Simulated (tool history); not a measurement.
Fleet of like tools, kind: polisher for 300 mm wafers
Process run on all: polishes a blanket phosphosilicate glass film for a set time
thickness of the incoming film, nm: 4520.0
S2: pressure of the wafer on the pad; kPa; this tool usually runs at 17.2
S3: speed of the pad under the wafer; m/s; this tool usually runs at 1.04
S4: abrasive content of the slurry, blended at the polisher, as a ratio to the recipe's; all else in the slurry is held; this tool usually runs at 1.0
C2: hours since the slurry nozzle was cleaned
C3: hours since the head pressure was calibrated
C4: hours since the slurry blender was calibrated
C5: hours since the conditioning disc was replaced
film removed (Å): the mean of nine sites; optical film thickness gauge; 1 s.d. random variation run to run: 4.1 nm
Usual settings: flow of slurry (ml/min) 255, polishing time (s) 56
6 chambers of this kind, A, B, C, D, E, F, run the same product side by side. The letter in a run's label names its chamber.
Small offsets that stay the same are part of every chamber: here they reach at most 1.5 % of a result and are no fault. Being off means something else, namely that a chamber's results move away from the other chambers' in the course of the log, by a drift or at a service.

At hour 2.2: chamber F: worn pad replaced by a new one.
At hour 3.8: chamber C: head pressure recalibrated.
At hour 5.5: chamber C: worn pad replaced by a new one.
At hour 8.2: chamber D: slurry blender recalibrated.
Run 1B, hour 11.0: usual settings; wafers polished on this pad 868; C2 191.9; C3 207.7; C4 204.7; C5 272.3. Result: film removed (Å) 3669.3.
At hour 20.0: chamber B: worn pad replaced by a new one.
Run 2C, hour 26.1: usual settings; wafers polished on this pad 268; C2 44.7; C3 22.3; C4 86.0; C5 51.3. Result: film removed (Å) 3706.3.
At hour 30.6: chamber F: slurry nozzle cleaned.
At hour 33.2: chamber A: conditioning disc replaced and pad reconditioned.
Run 3F, hour 33.5: usual settings; wafers polished on this pad 407; C2 3.0; C3 280.0; C4 74.3; C5 251.8. Result: film removed (Å) 3632.0.
At hour 46.8: chamber E: worn pad replaced by a new one.
Run 4D, hour 47.4: usual settings; wafers polished on this pad 901; C2 677.0; C3 158.9; C4 39.2; C5 422.5. Result: film removed (Å) 3612.3.
At hour 49.9: chamber A: worn pad replaced by a new one.
Run 5E, hour 56.0: usual settings; wafers polished on this pad 119; C2 143.0; C3 1001.0; C4 312.3; C5 59.2. Result: film removed (Å) 3659.4.
At hour 62.2: chamber D: worn pad replaced by a new one.
Run 6A, hour 68.1: usual settings; wafers polished on this pad 237; C2 340.7; C3 645.2; C4 169.6; C5 35.0. Result: film removed (Å) 3577.9.
At hour 69.0: chamber B: slurry nozzle cleaned.
Run 7D, hour 84.0: usual settings; wafers polished on this pad 284; C2 713.6; C3 195.5; C4 75.8; C5 459.1. Result: film removed (Å) 3634.0.
At hour 85.4: chamber F: worn pad replaced by a new one.
At hour 90.9: chamber B: worn pad replaced by a new one.
At hour 94.9: chamber D: conditioning disc replaced and pad reconditioned.
At hour 95.8: chamber C: worn pad replaced by a new one.
Run 8F, hour 99.6: usual settings; wafers polished on this pad 184; C2 69.1; C3 346.1; C4 140.4; C5 317.9. Result: film removed (Å) 3672.9.
At hour 105.8: chamber D: slurry nozzle cleaned.
Run 9E, hour 106.5: usual settings; wafers polished on this pad 775; C2 193.5; C3 1051.5; C4 362.8; C5 109.7. Result: film removed (Å) 3589.3.
At hour 113.5: chamber E: head pressure recalibrated.
Run 10A, hour 114.6: usual settings; wafers polished on this pad 840; C2 387.2; C3 691.7; C4 216.1; C5 81.5. Result: film removed (Å) 3686.3.
At hour 121.2: chamber E: slurry blender recalibrated.
At hour 122.7: chamber E: worn pad replaced by a new one.
At hour 124.5: chamber A: worn pad replaced by a new one.
Run 11B, hour 124.5: usual settings; wafers polished on this pad 436; C2 55.6; C3 321.2; C4 318.2; C5 385.8. Result: film removed (Å) 3685.5.
Run 12C, hour 134.6: usual settings; wafers polished on this pad 504; C2 153.2; C3 130.8; C4 194.5; C5 159.8. Result: film removed (Å) 3720.0.
At hour 134.9: chamber D: worn pad replaced by a new one.
Run 13F, hour 150.3: usual settings; wafers polished on this pad 842; C2 119.8; C3 396.8; C4 191.1; C5 368.6. Result: film removed (Å) 3594.3.
Run 14C, hour 161.6: usual settings; wafers polished on this pad 855; C2 180.2; C3 157.8; C4 221.5; C5 186.8. Result: film removed (Å) 3704.2.
At hour 163.7: chamber A: conditioning disc replaced and pad reconditioned.
At hour 168.7: chamber B: worn pad replaced by a new one.
At hour 169.4: chamber C: worn pad replaced by a new one.
Run 15E, hour 170.0: usual settings; wafers polished on this pad 614; C2 257.0; C3 56.6; C4 48.9; C5 173.2. Result: film removed (Å) 3614.3.
At hour 184.7: chamber F: worn pad replaced by a new one.
Run 16D, hour 185.3: usual settings; wafers polished on this pad 655; C2 79.5; C3 296.8; C4 177.1; C5 90.5. Result: film removed (Å) 3637.8.
Run 17A, hour 197.5: usual settings; wafers polished on this pad 948; C2 470.1; C3 774.6; C4 299.0; C5 33.9. Result: film removed (Å) 3672.8.
Run 18B, hour 205.5: usual settings; wafers polished on this pad 478; C2 136.6; C3 402.2; C4 399.2; C5 466.8. Result: film removed (Å) 3585.3.
At hour 205.7: chamber A: worn pad replaced by a new one.
At hour 215.7: chamber E: worn pad replaced by a new one.
Run 19F, hour 216.2: usual settings; wafers polished on this pad 409; C2 185.7; C3 462.7; C4 257.0; C5 434.5. Result: film removed (Å) 3706.6.
At hour 216.5: chamber D: worn pad replaced by a new one.
At hour 223.4: chamber D: head pressure recalibrated.
Run 20A, hour 225.5: usual settings but S2 14.5 kPa, S3 0.90 m/s; wafers polished on this pad 258; C2 498.1; C3 802.6; C4 327.0; C5 61.9. Result: film removed (Å) 2659.7.
At hour 238.2: chamber A: slurry nozzle cleaned.
At hour 239.2: chamber C: worn pad replaced by a new one.
Run 21B, hour 240.7: usual settings but S2 14.5 kPa, S3 0.90 m/s; wafers polished on this pad 935; C2 171.8; C3 437.4; C4 434.4; C5 502.0. Result: film removed (Å) 2597.1.
At hour 244.4: chamber F: slurry blender recalibrated.
At hour 248.7: chamber B: worn pad replaced by a new one.
At hour 249.6: chamber C: slurry nozzle cleaned.
Run 22C, hour 250.3: usual settings but S2 14.5 kPa, S3 0.90 m/s; wafers polished on this pad 144; C2 0.7; C3 246.5; C4 310.2; C5 275.5. Result: film removed (Å) 2727.8.
At hour 252.6: chamber B: conditioning disc replaced and pad reconditioned.
At hour 255.0: chamber F: slurry nozzle cleaned.
Run 23E, hour 261.4: usual settings but S2 14.5 kPa, S3 0.90 m/s; wafers polished on this pad 593; C2 348.4; C3 148.0; C4 140.3; C5 264.6. Result: film removed (Å) 2712.6.
At hour 271.2: chamber B: slurry blender recalibrated.
At hour 273.1: chamber C: slurry blender recalibrated.
At hour 275.2: chamber A: worn pad replaced by a new one.
Run 24D, hour 276.8: usual settings but S2 14.5 kPa, S3 0.90 m/s; wafers polished on this pad 783; C2 171.0; C3 53.4; C4 268.6; C5 182.0. Result: film removed (Å) 2753.3.
At hour 286.7: chamber F: worn pad replaced by a new one.
Run 25D, hour 292.2: usual settings but S2 14.5 kPa, S3 0.90 m/s; wafers polished on this pad 983; C2 186.4; C3 68.8; C4 284.0; C5 197.4. Result: film removed (Å) 2698.7.
At hour 300.9: chamber D: worn pad replaced by a new one.
At hour 304.0: chamber A: conditioning disc replaced and pad reconditioned.
At hour 304.1: chamber E: worn pad replaced by a new one.
Run 26F, hour 304.6: usual settings; wafers polished on this pad 232; C2 49.7; C3 551.1; C4 60.3; C5 522.9. Result: film removed (Å) 3704.6.
At hour 308.0: chamber A: slurry blender recalibrated.
At hour 308.4: chamber C: worn pad replaced by a new one.
Run 27C, hour 315.7: usual settings; wafers polished on this pad 95; C2 66.1; C3 311.9; C4 42.7; C5 340.9. Result: film removed (Å) 3757.6.
Run 28A, hour 329.1: usual settings; wafers polished on this pad 700; C2 90.9; C3 906.2; C4 21.1; C5 25.1. Result: film removed (Å) 3599.4.
At hour 333.6: chamber F: head pressure recalibrated.
At hour 336.8: chamber B: worn pad replaced by a new one.
Run 29B, hour 337.7: usual settings but flow of slurry (ml/min) 185, S4 1.3; wafers polished on this pad 12; C2 268.8; C3 534.4; C4 66.6; C5 85.2. Result: film removed (Å) 3638.1.
At hour 338.1: chamber C: head pressure recalibrated.
At hour 342.6: chamber D: slurry blender recalibrated.
Run 30E, hour 344.6: usual settings but flow of slurry (ml/min) 185, S4 1.3; wafers polished on this pad 525; C2 431.6; C3 231.2; C4 223.5; C5 347.8. Result: film removed (Å) 3905.9.
Run 31E, hour 357.9: usual settings but flow of slurry (ml/min) 185, S4 1.3; wafers polished on this pad 698; C2 444.9; C3 244.5; C4 236.8; C5 361.1. Result: film removed (Å) 3896.5.
At hour 366.8: chamber A: worn pad replaced by a new one.
Run 32C, hour 367.4: usual settings but flow of slurry (ml/min) 185, S4 1.3; wafers polished on this pad 767; C2 117.8; C3 29.4; C4 94.4; C5 392.6. Result: film removed (Å) 3938.2.
At hour 373.1: chamber B: slurry nozzle cleaned.
Run 33B, hour 374.6: usual settings but flow of slurry (ml/min) 185, S4 1.3; wafers polished on this pad 491; C2 1.6; C3 571.3; C4 103.5; C5 122.1. Result: film removed (Å) 3616.9.
At hour 377.1: chamber F: worn pad replaced by a new one.
At hour 377.9: chamber D: worn pad replaced by a new one.
Run 34A, hour 387.0: usual settings but flow of slurry (ml/min) 185, S4 1.3; wafers polished on this pad 263; C2 148.8; C3 964.1; C4 79.0; C5 83.0. Result: film removed (Å) 3925.3.
Run 35F, hour 395.9: usual settings but S2 15.2 kPa, S3 0.76 m/s; wafers polished on this pad 244; C2 141.0; C3 62.4; C4 151.6; C5 614.2. Result: film removed (Å) 2505.3.
Run 36D, hour 404.9: usual settings but S2 15.2 kPa, S3 0.76 m/s; wafers polished on this pad 351; C2 299.1; C3 181.5; C4 62.3; C5 310.1. Result: film removed (Å) 2505.5.

Each of the 6 chambers runs these same settings next. Fill in every chamber's results:
Run 37A, hour 416.2: usual settings but S3 1.22 m/s. Result: film removed (Å) ?.
Run 37B, hour 416.2: usual settings but S3 1.22 m/s. Result: film removed (Å) ?.
Run 37C, hour 416.2: usual settings but S3 1.22 m/s. Result: film removed (Å) ?.
Run 37D, hour 416.2: usual settings but S3 1.22 m/s. Result: film removed (Å) ?.
Run 37E, hour 416.2: usual settings but S3 1.22 m/s. Result: film removed (Å) ?.
Run 37F, hour 416.2: usual settings but S3 1.22 m/s. Result: film removed (Å) ?.

run  film removed (Å)
37A            4178.2
37B            3790.9
37C            4183.1
37D            4129.2
37E            4159.8
37F            4017.1
